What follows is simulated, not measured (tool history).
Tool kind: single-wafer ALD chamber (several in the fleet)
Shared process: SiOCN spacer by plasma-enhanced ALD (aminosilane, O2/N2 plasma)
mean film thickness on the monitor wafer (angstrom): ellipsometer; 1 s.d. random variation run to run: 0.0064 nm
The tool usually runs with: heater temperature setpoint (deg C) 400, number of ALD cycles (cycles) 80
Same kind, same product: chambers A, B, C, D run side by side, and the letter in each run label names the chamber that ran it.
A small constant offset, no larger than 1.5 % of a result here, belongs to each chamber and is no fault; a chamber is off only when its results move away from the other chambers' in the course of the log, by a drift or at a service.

run,hour,heater temperature setpoint (deg C),number of ALD cycles (cycles),hours since the last thermocouple change,"read-back reference wafer on the same gauge, thickness_nm",mean film thickness on the monitor wafer (angstrom)
1A,7.7,400,80,788.9,4.1307,48.372
2D,15.9,400,80,1112.5,4.1318,48.581
3C,21.4,400,80,1501.5,4.1333,47.699
4B,27.8,400,80,2109.6,4.1329,48.566
5C,35.3,400,80,1515.4,4.1327,47.634
6A,39.2,400,80,820.4,4.1343,48.406
7D,46.3,400,80,1142.9,4.1327,48.659
8B,53.2,400,80,2135,4.1343,48.549
9B,58.8,400,80,2140.6,4.1345,48.599
10A,65,400,80,846.2,4.1362,48.464
11C,73.6,400,80,1553.7,4.1366,47.809
12D,80.9,400,68,1177.5,4.1369,41.391
13D,84.8,400,68,1181.4,4.1373,41.465
14B,91.5,400,68,2173.3,4.1386,41.276
15C,97.7,400,68,1577.8,4.1391,40.464
16A,105.6,387,80,886.8,4.1404,48.502
17D,111.8,387,80,1208.4,4.1394,48.784
18A,118.6,387,80,899.8,4.1406,48.567
19C,125.4,387,80,1605.5,4.1401,47.841
20B,131.2,400,80,2213,4.1424,48.502
21D,137,400,80,1233.6,4.1417,48.76
22B,142.1,400,80,2223.9,4.1423,48.599
23A,146,409,74,927.2,4.1432,43.718
24C,154.1,409,74,1634.2,4.1431,42.983
25A,161.4,409,74,942.6,4.1437,43.642
26D,170,409,74,1266.6,4.1456,43.907
27C,177.2,400,80,1657.3,4.1447,47.757
28B,181.3,400,80,2263.1,4.1457,48.533
29A,186.4,400,80,967.6,4.146,48.461
30D,191,400,80,1287.6,4.1461,48.755
31B,195.7,400,80,2277.5,4.146,48.582
# hour 198.8: chamber C: thermocouple changed; heater temperature recalibrated
32C,199.8,400,80,1,4.1468,47.872
33C,204.1,400,80,5.3,4.1489,47.747
34D,211.3,400,80,1307.9,4.1481,48.812
# hour 213.3: chamber A: thermocouple changed; heater temperature recalibrated
35A,216.1,405,80,2.9,4.1486,47.864
36B,222.1,405,80,2303.9,4.1493,47.946
37D,230.6,405,80,1327.2,4.1501,48.067
38A,239.1,405,80,25.9,4.1515,47.92
39B,244.4,412,80,2326.2,4.1521,46.943
40C,248.9,412,80,50.1,4.1495,46.12
41A,254.5,412,80,41.3,4.1539,46.826
42C,259.8,412,80,61,4.1501,46.077

Read the log: is a single chamber off, either drifting away or since a service, is the gauge that measures every chamber drifting, or is nothing wrong beyond small per-chamber offsets? Name any odd chamber and what most likely caused it.

It is the gauge, not a chamber: its drift shows up in every chamber's results at once, and no chamber is off.
Likeliest cause: gauge reads high (%) = 0.544.
